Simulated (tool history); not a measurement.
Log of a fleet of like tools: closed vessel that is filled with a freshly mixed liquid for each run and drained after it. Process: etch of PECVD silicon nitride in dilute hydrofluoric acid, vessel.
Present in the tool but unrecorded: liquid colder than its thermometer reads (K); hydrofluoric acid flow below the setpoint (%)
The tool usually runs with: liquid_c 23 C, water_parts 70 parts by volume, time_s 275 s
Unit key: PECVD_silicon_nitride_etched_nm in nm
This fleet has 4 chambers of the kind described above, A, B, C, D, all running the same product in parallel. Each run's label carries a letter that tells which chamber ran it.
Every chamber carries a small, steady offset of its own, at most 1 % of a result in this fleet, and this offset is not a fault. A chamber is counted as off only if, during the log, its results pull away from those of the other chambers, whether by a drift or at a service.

run	hour	liquid_c	water_parts	time_s	hours since the thermometer was replaced	hours since the hydrofluoric acid flow meter was replaced	read-back film thickness of the PECVD silicon nitride reference wafer, read on the same gauge (nm)	PECVD_silicon_nitride_etched_nm
1B	8.1	23	70	275	417.5	807.6	69.995	20.79
2A	14.7	23	70	275	196.3	250.5	69.997	20.81
3C	23.7	23	70	275	1733.9	1140.3	70.03	20.806
4D	29	23	70	275	695.9	313.2	70.022	20.903
5A	38.2	23	70	275	219.8	274	69.985	20.721
6D	43.2	23	70	275	710.1	327.4	70.005	20.665
7C	51.9	23	70	275	1762.1	1168.5	70.018	20.528
8B	61.2	23	70	275	470.6	860.7	69.995	20.926
9C	67.7	23	70	275	1777.9	1184.3	69.987	20.662
10A	72.6	23	70	275	254.2	308.4	69.992	20.713
11B	79.1	23	70	275	488.5	878.6	69.994	20.933
12D	88	23	70	275	754.9	372.2	69.999	20.606
13B	95.6	23	70	275	505	895.1	70.017	20.675
# hour 98.4: chamber B: thermometer replaced
14D	102.1	23	70	275	769	386.3	70.003	20.418
15A	110	23	70	275	291.6	345.8	70.035	20.724
16C	118.4	23	70	275	1828.6	1235	70.007	20.701
17C	122.9	23	95	195	1833.1	1239.5	70.014	10.839
18A	128.6	23	95	195	310.2	364.4	70.015	11.013
19D	136.4	23	95	195	803.3	420.6	70.02	10.912
# hour 141.8: chamber C: hydrofluoric acid flow meter replaced
20B	142.9	23	95	195	44.6	942.4	69.994	10.826
21D	147.9	23	40	170	814.8	432.1	69.977	21.974
22C	157	23	40	170	1867.2	15.3	70.006	22.106
23A	164.2	23	40	170	345.8	400	70.015	21.806
24B	173.1	23	40	170	74.8	972.6	70.005	22.388
25A	182.3	23	70	275	363.9	418.1	70.001	20.536
26C	187.4	26.5	45	275	1897.6	45.7	69.984	40.113
27D	192.2	26.5	45	275	859.1	476.4	70.025	39.976
28B	198.4	26.5	45	275	100.1	997.9	69.997	41.166
29C	207.6	26.5	45	275	1917.8	65.9	70.01	40.094
30A	215.2	23	70	275	396.8	451	69.997	20.63

Decide between three cases: one chamber stands off from its peers, the gauge reading all wafers drifts, or nothing is wrong past each chamber's small offset. Where a chamber is off, say which and what most likely put it there.

Neither any chamber nor the gauge drifts; the chambers differ only by their own small, steady offsets.
